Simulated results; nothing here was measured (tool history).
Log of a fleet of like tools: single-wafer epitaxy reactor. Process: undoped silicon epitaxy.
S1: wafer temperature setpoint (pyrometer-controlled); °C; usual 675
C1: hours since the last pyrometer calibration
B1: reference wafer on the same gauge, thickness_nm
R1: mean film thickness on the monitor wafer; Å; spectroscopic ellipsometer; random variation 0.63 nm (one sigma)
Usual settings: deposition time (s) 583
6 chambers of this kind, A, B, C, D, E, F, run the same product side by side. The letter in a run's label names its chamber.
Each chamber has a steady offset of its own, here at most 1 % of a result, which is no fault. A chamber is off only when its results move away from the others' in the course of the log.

Run 1B, hour 8.7: usual settings; C1 2430.4; B1 139.95. Result: R1 1645.4 Å.
Run 2E, hour 14.5: usual settings; C1 242.4; B1 140.08. Result: R1 1669.6 Å.
Run 3D, hour 22.6: usual settings; C1 1956.1; B1 140.05. Result: R1 1668.1 Å.
Run 4F, hour 28.1: usual settings; C1 1740.6; B1 140. Result: R1 1663.2 Å.
Run 5A, hour 34.2: usual settings but deposition time (s) 635; C1 2140; B1 140.06. Result: R1 1817.3 Å.
Run 6C, hour 42.8: usual settings but deposition time (s) 635; C1 888.6; B1 139.98. Result: R1 1798.2 Å.
Run 7D, hour 50.5: usual settings but deposition time (s) 635; C1 1984; B1 139.84. Result: R1 1817 Å.
At hour 53.6: chamber D: pyrometer calibrated.
Run 8F, hour 57.3: usual settings but deposition time (s) 635; C1 1769.8; B1 140.07. Result: R1 1818.7 Å.
Run 9C, hour 68.3: usual settings but deposition time (s) 635; C1 914.1; B1 140.09. Result: R1 1789.5 Å.
Run 10A, hour 73.2: usual settings but deposition time (s) 635; C1 2179; B1 140.09. Result: R1 1819.5 Å.
Run 11B, hour 82.4: usual settings; C1 2504.1; B1 139.93. Result: R1 1661.8 Å.
Run 12E, hour 88.6: usual settings; C1 316.5; B1 140.01. Result: R1 1677.5 Å.
Run 13D, hour 94.9: usual settings; C1 41.3; B1 139.95. Result: R1 1661.4 Å.
Run 14A, hour 105: usual settings; C1 2210.8; B1 139.95. Result: R1 1667.3 Å.
Run 15C, hour 113: usual settings; C1 958.8; B1 140.12. Result: R1 1652.5 Å.
Run 16B, hour 122.2: usual settings but deposition time (s) 514; C1 2543.9; B1 140.13. Result: R1 1455.2 Å.
Run 17F, hour 127.2: usual settings but deposition time (s) 514; C1 1839.7; B1 140.23. Result: R1 1468.8 Å.
Run 18E, hour 136.4: usual settings but deposition time (s) 514; C1 364.3; B1 140.01. Result: R1 1460 Å.
Run 19B, hour 141.6: usual settings but deposition time (s) 514; C1 2563.3; B1 139.91. Result: R1 1447.6 Å.
Run 20C, hour 151.9: usual settings but deposition time (s) 514; C1 997.7; B1 139.98. Result: R1 1448.3 Å.
Run 21F, hour 159.6: usual settings but deposition time (s) 514; C1 1872.1; B1 140.02. Result: R1 1470.8 Å.
At hour 159.8: chamber A: pyrometer calibrated.
Run 22A, hour 169.8: usual settings; C1 10.1; B1 140.08. Result: R1 1735.3 Å.
Run 23D, hour 180: usual settings; C1 126.4; B1 139.88. Result: R1 1662.3 Å.
Run 24E, hour 186.3: usual settings; C1 414.2; B1 139.93. Result: R1 1661.9 Å.
Run 25F, hour 191.5: usual settings; C1 1904; B1 139.97. Result: R1 1669 Å.
Run 26E, hour 198.2: usual settings but deposition time (s) 481; C1 426.1; B1 140.01. Result: R1 1380.3 Å.
Run 27B, hour 203.3: usual settings but deposition time (s) 481; C1 2625; B1 139.91. Result: R1 1358.2 Å.
Run 28D, hour 210.9: usual settings but deposition time (s) 481; C1 157.3; B1 139.96. Result: R1 1372.2 Å.
Run 29A, hour 221.5: usual settings but deposition time (s) 481; C1 61.8; B1 139.96. Result: R1 1425.8 Å.
Run 30C, hour 229.5: usual settings but deposition time (s) 481; C1 1075.3; B1 139.96. Result: R1 1365.7 Å.
Run 31D, hour 237.7: usual settings but deposition time (s) 481; C1 184.1; B1 140.02. Result: R1 1371.3 Å.
Run 32F, hour 247.6: usual settings; C1 1960.1; B1 139.92. Result: R1 1664.2 Å.
Run 33A, hour 253.5: usual settings; C1 93.8; B1 139.89. Result: R1 1739.3 Å.
Run 34C, hour 261.3: usual settings; C1 1107.1; B1 139.85. Result: R1 1636.6 Å.
Run 35E, hour 269.9: usual settings; C1 497.8; B1 140.05. Result: R1 1674 Å.
Run 36B, hour 280: usual settings; C1 2701.7; B1 139.93. Result: R1 1663.5 Å.
Run 37D, hour 291.3: usual settings; C1 237.7; B1 139.98. Result: R1 1670.5 Å.
Run 38F, hour 301.7: usual settings; C1 2014.2; B1 140.04. Result: R1 1655.7 Å.
Run 39B, hour 308.1: usual settings; C1 2729.8; B1 140.07. Result: R1 1645 Å.
Run 40A, hour 317.6: usual settings; C1 157.9; B1 139.91. Result: R1 1733.2 Å.
Run 41C, hour 327.3: usual settings; C1 1173.1; B1 140.1. Result: R1 1645.1 Å.

All 6 chambers run these settings next. Forecast each chamber's results:
Run 42A, hour 335.4: usual settings but S1 670 °C. Result: R1 ?.
Run 42B, hour 335.4: usual settings but S1 670 °C. Result: R1 ?.
Run 42C, hour 335.4: usual settings but S1 670 °C. Result: R1 ?.
Run 42D, hour 335.4: usual settings but S1 670 °C. Result: R1 ?.
Run 42E, hour 335.4: usual settings but S1 670 °C. Result: R1 ?.
Run 42F, hour 335.4: usual settings but S1 670 °C. Result: R1 ?.

run      R1
42A    1562
42B  1481.2
42C  1487.8
42D  1493.1
42E  1508.4
42F  1492.9
